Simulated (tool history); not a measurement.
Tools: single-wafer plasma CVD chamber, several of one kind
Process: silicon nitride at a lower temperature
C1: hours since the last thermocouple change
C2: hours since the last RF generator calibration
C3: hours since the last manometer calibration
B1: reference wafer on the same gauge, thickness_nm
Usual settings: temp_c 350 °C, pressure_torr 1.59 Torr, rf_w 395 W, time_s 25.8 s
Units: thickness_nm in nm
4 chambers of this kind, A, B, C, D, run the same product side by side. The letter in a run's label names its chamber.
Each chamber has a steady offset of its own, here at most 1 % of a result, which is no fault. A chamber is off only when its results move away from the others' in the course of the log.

{"run": "1D", "hour": 4.9, "temp_c": 350, "pressure_torr": 1.59, "rf_w": 395, "time_s": 25.8, "C1": 738.9, "C2": 1007.9, "C3": 449.3, "B1": 33.594, "thickness_nm": 36.029}
{"run": "2B", "hour": 14.2, "temp_c": 350, "pressure_torr": 1.59, "rf_w": 395, "time_s": 25.8, "C1": 730.8, "C2": 1090.9, "C3": 454.6, "B1": 33.576, "thickness_nm": 36.531}
{"run": "3C", "hour": 22.3, "temp_c": 350, "pressure_torr": 1.59, "rf_w": 395, "time_s": 25.8, "C1": 1218.6, "C2": 98.7, "C3": 438.9, "B1": 33.605, "thickness_nm": 36.394}
{"run": "4A", "hour": 32.0, "temp_c": 350, "pressure_torr": 1.59, "rf_w": 395, "time_s": 25.8, "C1": 216.7, "C2": 301.5, "C3": 1966.1, "B1": 33.61, "thickness_nm": 36.299}
{"run": "5B", "hour": 40.4, "temp_c": 350, "pressure_torr": 1.59, "rf_w": 395, "time_s": 25.8, "C1": 757, "C2": 1117.1, "C3": 480.8, "B1": 33.61, "thickness_nm": 36.242}
{"run": "6A", "hour": 50.0, "temp_c": 350, "pressure_torr": 1.59, "rf_w": 395, "time_s": 25.8, "C1": 234.7, "C2": 319.5, "C3": 1984.1, "B1": 33.617, "thickness_nm": 35.833}
{"run": "7C", "hour": 59.7, "temp_c": 350, "pressure_torr": 1.59, "rf_w": 395, "time_s": 25.8, "C1": 1256, "C2": 136.1, "C3": 476.3, "B1": 33.591, "thickness_nm": 36.18}
{"run": "8D", "hour": 68.9, "temp_c": 350, "pressure_torr": 1.59, "rf_w": 395, "time_s": 25.8, "C1": 802.9, "C2": 1071.9, "C3": 513.3, "B1": 33.589, "thickness_nm": 36.09}
{"run": "9A", "hour": 73.3, "temp_c": 350, "pressure_torr": 1.38, "rf_w": 395, "time_s": 22.8, "C1": 258, "C2": 342.8, "C3": 2007.4, "B1": 33.588, "thickness_nm": 30.637}
{"run": "10D", "hour": 79.0, "temp_c": 350, "pressure_torr": 1.38, "rf_w": 395, "time_s": 22.8, "C1": 813, "C2": 1082, "C3": 523.4, "B1": 33.592, "thickness_nm": 30.581}
{"run": "11B", "hour": 86.5, "temp_c": 350, "pressure_torr": 1.38, "rf_w": 395, "time_s": 22.8, "C1": 803.1, "C2": 1163.2, "C3": 526.9, "B1": 33.617, "thickness_nm": 30.645}
{"run": "12C", "hour": 93.8, "temp_c": 350, "pressure_torr": 1.38, "rf_w": 395, "time_s": 22.8, "C1": 1290.1, "C2": 170.2, "C3": 510.4, "B1": 33.607, "thickness_nm": 30.945}
{"run": "13A", "hour": 101.8, "temp_c": 350, "pressure_torr": 1.59, "rf_w": 395, "time_s": 25.8, "C1": 286.5, "C2": 371.3, "C3": 2035.9, "B1": 33.578, "thickness_nm": 36.015}
{"run": "14D", "hour": 106.4, "temp_c": 350, "pressure_torr": 1.59, "rf_w": 395, "time_s": 25.8, "C1": 840.4, "C2": 1109.4, "C3": 550.8, "B1": 33.592, "thickness_nm": 35.782}
{"run": "15C", "hour": 116.0, "temp_c": 350, "pressure_torr": 1.59, "rf_w": 395, "time_s": 25.8, "C1": 1312.3, "C2": 192.4, "C3": 532.6, "B1": 33.603, "thickness_nm": 36.492}
{"run": "16B", "hour": 125.1, "temp_c": 336, "pressure_torr": 1.59, "rf_w": 395, "time_s": 25.8, "C1": 841.7, "C2": 1201.8, "C3": 565.5, "B1": 33.635, "thickness_nm": 36.486}
{"run": "17C", "hour": 131.6, "temp_c": 336, "pressure_torr": 1.59, "rf_w": 395, "time_s": 25.8, "C1": 1327.9, "C2": 208, "C3": 548.2, "B1": 33.585, "thickness_nm": 36.83}
{"run": "18B", "hour": 138.9, "temp_c": 336, "pressure_torr": 1.59, "rf_w": 395, "time_s": 25.8, "C1": 855.5, "C2": 1215.6, "C3": 579.3, "B1": 33.59, "thickness_nm": 36.428}
{"run": "19A", "hour": 146.8, "temp_c": 336, "pressure_torr": 1.59, "rf_w": 395, "time_s": 25.8, "C1": 331.5, "C2": 416.3, "C3": 2080.9, "B1": 33.587, "thickness_nm": 35.818}
{"run": "20D", "hour": 151.4, "temp_c": 350, "pressure_torr": 1.59, "rf_w": 395, "time_s": 25.8, "C1": 885.4, "C2": 1154.4, "C3": 595.8, "B1": 33.606, "thickness_nm": 36.035}
{"run": "21D", "hour": 155.9, "temp_c": 350, "pressure_torr": 1.59, "rf_w": 395, "time_s": 25.8, "C1": 889.9, "C2": 1158.9, "C3": 600.3, "B1": 33.586, "thickness_nm": 36.085}
{"run": "22A", "hour": 161.4, "temp_c": 355, "pressure_torr": 1.3, "rf_w": 395, "time_s": 25.8, "C1": 346.1, "C2": 430.9, "C3": 2095.5, "B1": 33.624, "thickness_nm": 33.407}
{"hour": 163.6, "done": "chamber D: thermocouple changed; heater temperature recalibrated"}
{"run": "23B", "hour": 167.0, "temp_c": 355, "pressure_torr": 1.3, "rf_w": 395, "time_s": 25.8, "C1": 883.6, "C2": 1243.7, "C3": 607.4, "B1": 33.599, "thickness_nm": 34.239}
{"run": "24C", "hour": 175.8, "temp_c": 355, "pressure_torr": 1.3, "rf_w": 395, "time_s": 25.8, "C1": 1372.1, "C2": 252.2, "C3": 592.4, "B1": 33.586, "thickness_nm": 34.574}
{"run": "25C", "hour": 183.4, "temp_c": 355, "pressure_torr": 1.3, "rf_w": 395, "time_s": 25.8, "C1": 1379.7, "C2": 259.8, "C3": 600, "B1": 33.568, "thickness_nm": 34.465}
{"run": "26A", "hour": 188.3, "temp_c": 350, "pressure_torr": 1.59, "rf_w": 395, "time_s": 25.8, "C1": 373, "C2": 457.8, "C3": 2122.4, "B1": 33.605, "thickness_nm": 35.07}
{"run": "27D", "hour": 196.5, "temp_c": 350, "pressure_torr": 1.59, "rf_w": 395, "time_s": 25.8, "C1": 32.9, "C2": 1199.5, "C3": 640.9, "B1": 33.6, "thickness_nm": 36.092}
{"run": "28B", "hour": 205.9, "temp_c": 350, "pressure_torr": 1.59, "rf_w": 395, "time_s": 25.8, "C1": 922.5, "C2": 1282.6, "C3": 646.3, "B1": 33.592, "thickness_nm": 36.064}
{"run": "29A", "hour": 216.0, "temp_c": 350, "pressure_torr": 1.59, "rf_w": 395, "time_s": 25.8, "C1": 400.7, "C2": 485.5, "C3": 2150.1, "B1": 33.604, "thickness_nm": 34.873}
{"run": "30D", "hour": 224.4, "temp_c": 350, "pressure_torr": 1.59, "rf_w": 395, "time_s": 25.8, "C1": 60.8, "C2": 1227.4, "C3": 668.8, "B1": 33.586, "thickness_nm": 35.87}
{"run": "31B", "hour": 229.4, "temp_c": 350, "pressure_torr": 1.59, "rf_w": 395, "time_s": 25.8, "C1": 946, "C2": 1306.1, "C3": 669.8, "B1": 33.588, "thickness_nm": 36.149}
{"run": "32C", "hour": 237.2, "temp_c": 350, "pressure_torr": 1.59, "rf_w": 340, "time_s": 29.9, "C1": 1433.5, "C2": 313.6, "C3": 653.8, "B1": 33.627, "thickness_nm": 38.589}
{"run": "33D", "hour": 244.0, "temp_c": 350, "pressure_torr": 1.59, "rf_w": 340, "time_s": 29.9, "C1": 80.4, "C2": 1247, "C3": 688.4, "B1": 33.631, "thickness_nm": 37.791}

Is one chamber off against the others, does the gauge drift, or is nothing wrong? If a chamber is off, say which, and what the likeliest cause is.

Chamber A drifts away from the others.
Cause: delivered RF power below the setpoint (%) = 7.04.

Here are 4 candidates for chamber A's next run, each the usual settings with a change, their results left as question marks. Which one brings its results back in line with what the others give on the usual settings?
In line means no further than this from the other chambers' mean on the usual settings: thickness_nm 0.51 nm
{"run": "34A-1", "hour": 251.2, "temp_c": 350, "pressure_torr": 1.57, "rf_w": 385, "time_s": 25, "thickness_nm": "?"}
{"run": "34A-2", "hour": 251.2, "temp_c": 350, "pressure_torr": 1.58, "rf_w": 390, "time_s": 25.5, "thickness_nm": "?"}
{"run": "34A-3", "hour": 251.2, "temp_c": 350, "pressure_torr": 1.6, "rf_w": 400, "time_s": 26.1, "thickness_nm": "?"}
{"run": "34A-4", "hour": 251.2, "temp_c": 350, "pressure_torr": 1.86, "rf_w": 395, "time_s": 25.8, "thickness_nm": "?"}

The other chambers' mean on the usual settings: thickness_nm 36.209 nm
run=34A-1 thickness_nm=32.777
run=34A-2 thickness_nm=33.77
run=34A-3 thickness_nm=35.256
run=34A-4 thickness_nm=36.062
34A-4 brings the chamber back in line.

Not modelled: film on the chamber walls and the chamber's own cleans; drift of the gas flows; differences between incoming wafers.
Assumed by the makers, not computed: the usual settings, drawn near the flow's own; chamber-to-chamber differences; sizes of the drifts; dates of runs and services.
